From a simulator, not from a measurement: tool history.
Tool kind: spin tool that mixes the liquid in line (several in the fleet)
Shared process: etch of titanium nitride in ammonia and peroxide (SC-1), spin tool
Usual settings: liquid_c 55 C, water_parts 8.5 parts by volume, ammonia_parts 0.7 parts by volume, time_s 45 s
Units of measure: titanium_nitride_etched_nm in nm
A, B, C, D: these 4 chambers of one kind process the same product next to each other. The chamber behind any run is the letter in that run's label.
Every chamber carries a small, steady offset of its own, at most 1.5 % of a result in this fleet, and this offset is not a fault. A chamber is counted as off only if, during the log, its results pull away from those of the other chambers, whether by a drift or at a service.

run	hour	liquid_c	water_parts	ammonia_parts	time_s	read-back film thickness of the titanium nitride reference wafer, read on the same gauge (nm)	titanium_nitride_etched_nm
1A	6.4	55	8.5	0.7	45	40.016	4.5303
2C	11.3	55	8.5	0.7	45	39.98	4.4897
# hour 15.1: chamber D: new drum of ammonia solution connected
3B	18.8	55	8.5	0.7	45	40.001	4.4326
4D	22.4	55	8.5	0.7	45	40.015	4.4138
5C	28	55	8.5	0.7	45	40.013	4.4603
6A	31.7	55	8.5	0.7	45	40.003	4.4806
7D	35.4	55	8.5	0.7	45	40.014	4.4151
# hour 36.2: chamber A: ammonia flow meter replaced
8B	41.5	55	8.5	0.7	45	39.959	4.4819
9A	47.9	55	8.5	0.7	45	40.01	4.5146
10D	53.8	55	8.5	0.7	45	40.024	4.4214
11B	58	55	8.5	0.95	45	40	4.7577
12C	62.2	55	8.5	0.95	45	39.993	4.6583
13A	69.5	55	8.5	0.95	45	39.995	4.6785
14B	74.9	55	8.5	0.95	45	39.98	4.6579
# hour 81.2: chamber D: ammonia flow meter replaced
15D	82.8	55	8.5	0.7	45	39.996	4.4329
16C	90	55	8.5	0.7	45	39.996	4.4273
17B	96	55	8.5	0.7	45	39.997	4.5457
18C	99.8	55	8.5	0.7	45	40.01	4.4201
19D	103.5	55	8.5	0.7	45	40.007	4.3766
20A	108.1	55	8.5	0.7	45	40	4.4517
21D	116.2	55	8.5	0.7	45	39.994	4.4457
22B	122.6	55	8.5	0.7	45	39.975	4.4717
23A	129.6	55	8.5	0.7	45	40.021	4.4635
24C	135.2	55	8.5	0.7	45	39.97	4.3293
25B	142	55	8.5	0.7	45	39.982	4.4729
26C	148.1	55	8.5	0.7	45	39.998	4.2431
27A	156.1	55	8.5	0.7	45	40	4.5055
28D	159.8	55	8.5	0.7	45	39.982	4.4138
29B	167.1	49	8.5	0.7	45	39.995	2.9551
# hour 171.9: chamber C: new drum of ammonia solution connected
30C	172.2	49	8.5	0.7	45	40.006	2.7958
31D	176.1	49	8.5	0.7	45	40.032	2.9455

All chambers now run identical settings, listed one chamber a line with results as question marks. What results will each chamber show?
32A	182	55	7	0.7	45		?
32B	182	55	7	0.7	45		?
32C	182	55	7	0.7	45		?
32D	182	55	7	0.7	45		?

run	titanium_nitride_etched_nm
32A	4.9326
32B	4.9755
32C	4.6572
32D	4.8139
